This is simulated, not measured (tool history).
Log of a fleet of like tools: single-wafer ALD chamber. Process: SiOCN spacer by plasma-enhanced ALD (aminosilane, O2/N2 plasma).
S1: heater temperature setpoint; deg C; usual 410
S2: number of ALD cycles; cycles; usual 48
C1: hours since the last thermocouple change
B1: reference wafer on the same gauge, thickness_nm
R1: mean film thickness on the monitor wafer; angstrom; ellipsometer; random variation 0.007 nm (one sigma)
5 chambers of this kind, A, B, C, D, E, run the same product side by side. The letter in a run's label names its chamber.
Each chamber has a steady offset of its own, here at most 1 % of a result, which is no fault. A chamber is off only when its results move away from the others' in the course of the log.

run   hour   S1  S2      C1      B1      R1
 1C    5.9  410  48   190.7  2.5094  27.967
 2A   14.6  410  48  1848.8  2.5111  28.319
 3E   19.6  410  48  1441.5  2.5105  28.159
 4B   28.5  410  48   711.2  2.5114  27.905
 5D   33.1  410  48   471.1  2.5109  28.169
 6C   41.4  410  48   226.2  2.5099  28.057
 7E   46.6  410  48  1468.5  2.5100  28.170
 8D   54.2  410  48   492.2  2.5076  28.301
 9B   61.0  403  43   743.7  2.5108  25.607
10A   66.5  403  43  1900.7  2.5099  25.885
11E   73.2  403  43  1495.1  2.5109  25.633
12B   78.7  403  43   761.4  2.5090  25.540
13A   82.8  403  43  1917.0  2.5090  25.925
14C   90.6  410  48   275.4  2.5093  28.191
15D   96.9  398  48   534.9  2.5095  29.155
16C  104.2  398  48   289.0  2.5109  28.916
17A  110.2  398  48  1944.4  2.5105  29.199
18B  119.3  398  48   802.0  2.5096  28.797
19E  126.2  398  48  1548.1  2.5090  28.998
20D  134.4  400  40   572.4  2.5103  24.314
21B  138.4  400  40   821.1  2.5096  23.984
22C  144.5  400  40   329.3  2.5109  24.121
23A  151.1  400  40  1985.3  2.5111  24.371
     156.8  -- chamber A: thermocouple changed; heater temperature recalibrated
24E  157.3  400  40  1579.2  2.5087  24.245
25D  163.8  410  48   601.8  2.5108  28.304
26C  169.2  410  48   354.0  2.5100  28.057
27E  175.4  410  48  1597.3  2.5124  28.113
28A  184.3  410  48    27.5  2.5090  28.617
29B  190.1  410  48   872.8  2.5104  27.797
30D  196.3  400  48   634.3  2.5102  29.211
31E  201.1  400  48  1623.0  2.5099  28.966
32C  205.8  400  48   390.6  2.5107  28.857
33A  213.1  400  48    56.3  2.5102  29.192
34B  222.0  400  48   904.7  2.5115  28.678
35D  230.5  410  48   668.5  2.5092  28.387
36A  238.6  410  48    81.8  2.5091  28.772
37C  244.6  410  48   429.4  2.5101  28.021
38E  251.0  410  48  1672.9  2.5100  28.098
39D  260.2  410  48   698.2  2.5105  28.278
40B  267.3  410  48   950.0  2.5103  27.821
41B  275.3  410  48   958.0  2.5108  27.829

All 5 chambers run these settings next. Forecast each chamber's results:
42A  282.0  410  43           ?
42B  282.0  410  43           ?
42C  282.0  410  43           ?
42D  282.0  410  43           ?
42E  282.0  410  43           ?

run      R1
42A  25.646
42B  25.047
42C  25.083
42D  25.395
42E  25.179

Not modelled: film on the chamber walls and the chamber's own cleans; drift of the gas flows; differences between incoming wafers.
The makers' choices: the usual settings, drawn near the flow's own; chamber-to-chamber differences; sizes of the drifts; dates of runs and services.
